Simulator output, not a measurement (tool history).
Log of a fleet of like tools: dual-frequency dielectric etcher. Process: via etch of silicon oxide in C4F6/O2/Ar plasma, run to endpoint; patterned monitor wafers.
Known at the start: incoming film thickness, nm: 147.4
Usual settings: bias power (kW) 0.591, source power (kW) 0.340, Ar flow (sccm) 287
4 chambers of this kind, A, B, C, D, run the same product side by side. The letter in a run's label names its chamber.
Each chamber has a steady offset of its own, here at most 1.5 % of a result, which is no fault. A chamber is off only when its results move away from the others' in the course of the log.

run	hour	bias power (kW)	source power (kW)	Ar flow (sccm)	endpoint time (s)
1A	4.1	0.591	0.340	287	31.819
2C	10.4	0.591	0.340	287	32.037
3D	17.2	0.591	0.340	287	32.302
4B	24.3	0.591	0.340	287	31.903
5A	31.5	0.591	0.340	287	31.798
6C	37.1	0.591	0.260	253	34.950
7B	45.4	0.591	0.260	253	34.965
8D	52.2	0.591	0.260	253	35.269
9C	57.7	0.591	0.260	253	34.845
10D	62.6	0.591	0.340	287	32.338
11B	70.3	0.591	0.340	287	32.208
12A	75.3	0.591	0.340	287	31.971
13A	80.6	0.591	0.340	287	32.140
14B	87.2	0.591	0.340	287	32.003
15C	96.1	0.591	0.340	287	32.066
16D	100.3	0.591	0.340	287	32.372
17C	106.2	0.591	0.340	287	32.084
18A	112.2	0.508	0.340	287	34.097
19B	118.8	0.508	0.340	287	34.077
20D	126.1	0.508	0.340	287	34.260
21B	132.0	0.508	0.340	287	34.135
22D	137.0	0.591	0.340	287	32.462
23C	144.3	0.591	0.340	287	32.019
24A	149.5	0.591	0.340	287	32.147
25D	156.2	0.591	0.340	287	32.279
26A	165.2	0.591	0.340	287	32.360
27B	171.5	0.591	0.340	287	32.123
28C	175.8	0.591	0.340	287	32.128
29B	184.8	0.687	0.340	287	30.256
30A	193.7	0.687	0.340	287	30.683
31D	200.0	0.687	0.340	287	30.492
# hour 207.8: chamber B: wet clean of the chamber
32C	209.2	0.687	0.340	287	30.267
33C	218.2	0.591	0.340	287	31.972
34A	226.9	0.591	0.340	287	32.601
35D	234.4	0.591	0.340	287	32.373
36B	239.6	0.591	0.340	287	32.080
37C	248.1	0.719	0.340	237	29.090
38B	254.6	0.719	0.340	237	29.054
39A	262.5	0.719	0.340	237	29.627
40D	269.0	0.719	0.340	237	29.225

What goes on in this fleet: one chamber off, a drifting gauge, or nothing beyond the chambers' own small offsets? Name the chamber and the cause, if any.

Chamber A drifts away from the others.
Cause: etch rate under this chamber's usual, % = 3.19.

Here are 4 candidates for chamber A's next run, each the usual settings with a change, their results left as question marks. Which one brings its results back in line with what the others give on the usual settings?
In line means no further than this from the other chambers' mean on the usual settings: endpoint time (s) 0.370
41A-1	275.8	0.591	0.300	287	?
41A-2	275.8	0.591	0.320	292	?
41A-3	275.8	0.626	0.360	282	?
41A-4	275.8	0.607	0.350	285	?

The other chambers' mean on the usual settings: endpoint time (s) 32.196
run	endpoint time (s)
41A-1	34.386
41A-2	33.641
41A-3	31.371
41A-4	32.122
41A-4 brings the chamber back in line.

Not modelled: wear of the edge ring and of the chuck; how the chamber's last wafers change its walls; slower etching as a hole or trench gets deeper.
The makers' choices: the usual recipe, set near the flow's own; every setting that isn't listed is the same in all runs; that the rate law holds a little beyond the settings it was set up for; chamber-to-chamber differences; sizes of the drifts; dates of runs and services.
